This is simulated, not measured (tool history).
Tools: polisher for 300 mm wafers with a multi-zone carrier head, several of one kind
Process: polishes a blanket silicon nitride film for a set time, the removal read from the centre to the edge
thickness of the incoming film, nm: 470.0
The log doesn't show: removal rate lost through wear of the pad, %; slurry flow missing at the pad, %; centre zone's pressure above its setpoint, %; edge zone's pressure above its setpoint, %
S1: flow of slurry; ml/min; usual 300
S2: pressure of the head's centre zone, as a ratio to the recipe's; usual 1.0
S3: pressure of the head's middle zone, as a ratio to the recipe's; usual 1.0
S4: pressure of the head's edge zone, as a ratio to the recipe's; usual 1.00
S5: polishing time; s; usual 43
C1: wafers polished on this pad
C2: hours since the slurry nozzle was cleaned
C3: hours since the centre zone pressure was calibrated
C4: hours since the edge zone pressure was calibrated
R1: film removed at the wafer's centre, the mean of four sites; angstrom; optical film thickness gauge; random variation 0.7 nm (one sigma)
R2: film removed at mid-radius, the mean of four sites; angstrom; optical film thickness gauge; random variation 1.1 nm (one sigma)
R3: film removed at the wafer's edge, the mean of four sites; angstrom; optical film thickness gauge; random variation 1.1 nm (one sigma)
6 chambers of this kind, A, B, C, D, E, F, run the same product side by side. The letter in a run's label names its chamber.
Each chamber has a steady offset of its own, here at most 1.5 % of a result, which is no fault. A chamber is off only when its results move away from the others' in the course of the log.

| run | hour | S1 | S2 | S3 | S4 | S5 | C1 | C2 | C3 | C4 | R1 | R2 | R3 |
|---|---|---|---|---|---|---|---|---|---|---|---|---|---|
| 1F | 15.3 | 300 | 1.0 | 1.0 | 1.00 | 43 | 476 | 334.6 | 319.8 | 388.1 | 835.38 | 836.74 | 851.92 |
|  | 19.1 | chamber F: centre zone pressure recalibrated |
|  | 25.3 | chamber D: worn pad replaced by a new one |
|  | 25.9 | chamber B: worn pad replaced by a new one |
| 2B | 27.1 | 300 | 1.0 | 1.0 | 1.00 | 43 | 19 | 302.2 | 300.3 | 753.9 | 830.29 | 831.20 | 825.19 |
|  | 33.2 | chamber E: slurry nozzle cleaned |
| 3E | 36.3 | 300 | 1.0 | 1.0 | 1.00 | 43 | 834 | 3.2 | 1016.3 | 292.6 | 841.48 | 854.59 | 832.83 |
| 4C | 45.6 | 300 | 1.0 | 1.0 | 1.00 | 43 | 897 | 553.4 | 1264.0 | 1130.5 | 831.52 | 855.65 | 832.77 |
|  | 49.5 | chamber A: worn pad replaced by a new one |
| 5D | 57.8 | 300 | 1.0 | 1.0 | 1.00 | 43 | 504 | 778.3 | 453.5 | 1049.5 | 833.18 | 858.11 | 832.98 |
| 6A | 72.1 | 240 | 1.0 | 1.0 | 1.00 | 43 | 350 | 132.1 | 568.7 | 190.5 | 818.36 | 800.98 | 832.60 |
|  | 76.0 | chamber C: worn pad replaced by a new one |
|  | 81.1 | chamber E: worn pad replaced by a new one |
| 7D | 82.1 | 240 | 1.0 | 1.0 | 1.00 | 43 | 882 | 802.6 | 477.8 | 1073.8 | 807.04 | 816.77 | 824.10 |
|  | 83.9 | chamber F: worn pad replaced by a new one |
|  | 87.8 | chamber C: centre zone pressure recalibrated |
| 8B | 91.3 | 240 | 1.0 | 1.0 | 1.00 | 43 | 1015 | 366.4 | 364.5 | 818.1 | 826.48 | 833.01 | 839.01 |
| 9A | 105.3 | 240 | 1.0 | 1.0 | 1.00 | 43 | 866 | 165.3 | 601.9 | 223.7 | 818.37 | 819.66 | 855.70 |
|  | 110.9 | chamber B: worn pad replaced by a new one |
|  | 113.3 | chamber F: slurry nozzle cleaned |
|  | 115.2 | chamber C: slurry nozzle cleaned |
|  | 115.6 | chamber D: slurry nozzle cleaned |
| 10C | 120.5 | 240 | 1.0 | 1.0 | 1.00 | 43 | 690 | 5.3 | 32.7 | 1205.4 | 814.80 | 804.57 | 817.46 |
|  | 128.8 | chamber D: worn pad replaced by a new one |
| 11F | 129.7 | 240 | 1.0 | 1.0 | 1.00 | 43 | 711 | 16.4 | 110.7 | 502.5 | 799.59 | 818.02 | 827.41 |
|  | 130.8 | chamber A: worn pad replaced by a new one |
| 12E | 145.2 | 390 | 1.0 | 1.0 | 1.00 | 30 | 996 | 112.1 | 1125.2 | 401.5 | 592.27 | 621.23 | 610.13 |
|  | 147.3 | chamber A: slurry nozzle cleaned |
|  | 150.8 | chamber E: centre zone pressure recalibrated |
|  | 151.0 | chamber B: edge zone pressure recalibrated |
|  | 155.0 | chamber D: centre zone pressure recalibrated |
| 13E | 158.3 | 390 | 1.0 | 1.0 | 1.00 | 30 | 1199 | 125.2 | 7.6 | 414.6 | 593.74 | 613.74 | 586.31 |
|  | 162.5 | chamber E: worn pad replaced by a new one |
|  | 164.2 | chamber F: worn pad replaced by a new one |
| 14F | 169.6 | 390 | 1.0 | 1.0 | 1.00 | 30 | 84 | 56.3 | 150.6 | 542.4 | 602.01 | 600.86 | 606.10 |
|  | 178.6 | chamber C: worn pad replaced by a new one |
| 15D | 184.9 | 390 | 1.0 | 1.0 | 1.00 | 30 | 871 | 69.3 | 30.0 | 1176.6 | 588.81 | 611.41 | 605.02 |
| 16A | 194.7 | 390 | 1.0 | 1.0 | 1.00 | 30 | 992 | 47.5 | 691.3 | 313.1 | 592.13 | 610.25 | 591.77 |
|  | 195.2 | chamber C: edge zone pressure recalibrated |
|  | 205.6 | chamber B: worn pad replaced by a new one |
| 17C | 210.0 | 390 | 1.0 | 1.0 | 1.00 | 30 | 488 | 94.8 | 122.2 | 14.9 | 601.64 | 605.53 | 573.84 |
|  | 210.9 | chamber A: worn pad replaced by a new one |
|  | 215.5 | chamber D: worn pad replaced by a new one |
| 18B | 218.0 | 300 | 1.0 | 1.0 | 1.00 | 43 | 192 | 493.1 | 491.2 | 67.1 | 831.46 | 840.62 | 832.59 |
| 19F | 226.5 | 300 | 1.0 | 1.0 | 1.12 | 43 | 967 | 113.2 | 207.5 | 599.3 | 841.02 | 845.25 | 901.46 |
| 20C | 233.4 | 300 | 1.0 | 1.0 | 1.12 | 43 | 852 | 118.2 | 145.6 | 38.3 | 846.18 | 827.39 | 898.20 |
| 21A | 246.1 | 300 | 1.0 | 1.0 | 1.12 | 43 | 546 | 98.9 | 742.7 | 364.5 | 844.78 | 830.06 | 914.14 |
|  | 246.8 | chamber E: worn pad replaced by a new one |
|  | 247.4 | chamber F: worn pad replaced by a new one |
| 22D | 257.3 | 300 | 1.0 | 1.0 | 1.12 | 43 | 649 | 141.7 | 102.4 | 1249.0 | 834.99 | 835.84 | 886.96 |
| 23B | 269.6 | 300 | 1.0 | 1.0 | 1.12 | 43 | 993 | 544.7 | 542.8 | 118.7 | 828.68 | 842.50 | 902.09 |
|  | 273.9 | chamber C: worn pad replaced by a new one |
|  | 279.2 | chamber D: edge zone pressure recalibrated |
| 24E | 284.8 | 300 | 1.0 | 1.0 | 1.12 | 43 | 591 | 251.7 | 134.1 | 541.1 | 837.86 | 851.15 | 883.62 |
| 25C | 294.7 | 300 | 1.0 | 1.0 | 1.00 | 43 | 323 | 179.5 | 206.9 | 99.6 | 845.16 | 846.56 | 834.22 |
|  | 298.1 | chamber A: edge zone pressure recalibrated |
|  | 299.8 | chamber B: worn pad replaced by a new one |
| 26F | 305.6 | 300 | 1.0 | 1.0 | 1.00 | 43 | 904 | 192.3 | 286.6 | 678.4 | 841.93 | 851.66 | 843.58 |
|  | 309.2 | chamber A: worn pad replaced by a new one |
|  | 311.1 | chamber D: worn pad replaced by a new one |
| 27B | 315.5 | 300 | 1.0 | 1.0 | 1.00 | 43 | 244 | 590.6 | 588.7 | 164.6 | 838.12 | 822.69 | 843.39 |
| 28D | 328.1 | 300 | 1.0 | 1.0 | 1.00 | 43 | 264 | 212.5 | 173.2 | 48.9 | 832.39 | 836.67 | 853.77 |
| 29A | 338.2 | 300 | 1.0 | 1.0 | 1.00 | 43 | 450 | 191.0 | 834.8 | 40.1 | 839.76 | 846.69 | 829.75 |
|  | 338.7 | chamber E: worn pad replaced by a new one |
|  | 343.4 | chamber A: centre zone pressure recalibrated |
| 30E | 346.9 | 300 | 1.0 | 1.0 | 1.00 | 43 | 128 | 313.8 | 196.2 | 603.2 | 845.49 | 857.26 | 847.19 |
|  | 347.1 | chamber F: worn pad replaced by a new one |
| 31D | 355.0 | 300 | 1.1 | 0.9 | 1.00 | 43 | 681 | 239.4 | 200.1 | 75.8 | 914.39 | 754.40 | 833.45 |
| 32F | 365.7 | 300 | 1.1 | 0.9 | 1.00 | 43 | 289 | 252.4 | 346.7 | 738.5 | 917.67 | 749.29 | 842.98 |
|  | 367.1 | chamber C: worn pad replaced by a new one |
| 33A | 380.9 | 300 | 1.1 | 0.9 | 1.00 | 43 | 1113 | 233.7 | 37.5 | 82.8 | 925.10 | 767.58 | 856.88 |
|  | 386.8 | chamber A: slurry nozzle cleaned |
|  | 387.1 | chamber A: worn pad replaced by a new one |
| 34E | 392.2 | 300 | 1.1 | 0.9 | 1.00 | 43 | 831 | 359.1 | 241.5 | 648.5 | 927.83 | 770.12 | 842.33 |
|  | 392.4 | chamber B: worn pad replaced by a new one |
|  | 392.6 | chamber E: slurry nozzle cleaned |
| 35C | 400.1 | 300 | 1.1 | 0.9 | 1.00 | 43 | 513 | 284.9 | 312.3 | 205.0 | 926.00 | 738.39 | 834.45 |
| 36B | 415.3 | 300 | 1.1 | 0.9 | 1.00 | 43 | 355 | 690.4 | 688.5 | 264.4 | 925.91 | 748.15 | 838.18 |
|  | 415.5 | chamber B: slurry nozzle cleaned |
| 37A | 422.4 | 300 | 1.0 | 1.0 | 1.00 | 43 | 548 | 35.7 | 79.0 | 124.3 | 849.52 | 827.97 | 858.25 |
| 38B | 430.3 | 300 | 1.0 | 1.0 | 1.04 | 43 | 588 | 14.9 | 703.5 | 279.4 | 841.22 | 839.75 | 846.91 |
|  | 434.2 | chamber E: worn pad replaced by a new one |
| 39E | 438.0 | 300 | 1.0 | 1.0 | 1.04 | 43 | 59 | 45.5 | 287.3 | 694.3 | 831.65 | 847.92 | 884.36 |
| 40C | 452.6 | 300 | 1.0 | 1.0 | 1.04 | 43 | 1328 | 337.4 | 364.8 | 257.5 | 832.80 | 843.61 | 858.50 |

All 6 chambers run these settings next. Forecast each chamber's results:
| 41A | 463.8 | 385 | 1.0 | 1.0 | 1.00 | 43 |  |  |  |  | ? | ? | ? |
| 41B | 463.8 | 385 | 1.0 | 1.0 | 1.00 | 43 |  |  |  |  | ? | ? | ? |
| 41C | 463.8 | 385 | 1.0 | 1.0 | 1.00 | 43 |  |  |  |  | ? | ? | ? |
| 41D | 463.8 | 385 | 1.0 | 1.0 | 1.00 | 43 |  |  |  |  | ? | ? | ? |
| 41E | 463.8 | 385 | 1.0 | 1.0 | 1.00 | 43 |  |  |  |  | ? | ? | ? |
| 41F | 463.8 | 385 | 1.0 | 1.0 | 1.00 | 43 |  |  |  |  | ? | ? | ? |

| run | R1 | R2 | R3 |
|---|---|---|---|
| 41A | 870.30 | 857.56 | 887.80 |
| 41B | 855.95 | 858.26 | 868.51 |
| 41C | 845.54 | 839.17 | 843.98 |
| 41D | 836.05 | 854.93 | 858.02 |
| 41E | 861.72 | 854.37 | 849.16 |
| 41F | 866.01 | 857.61 | 858.92 |
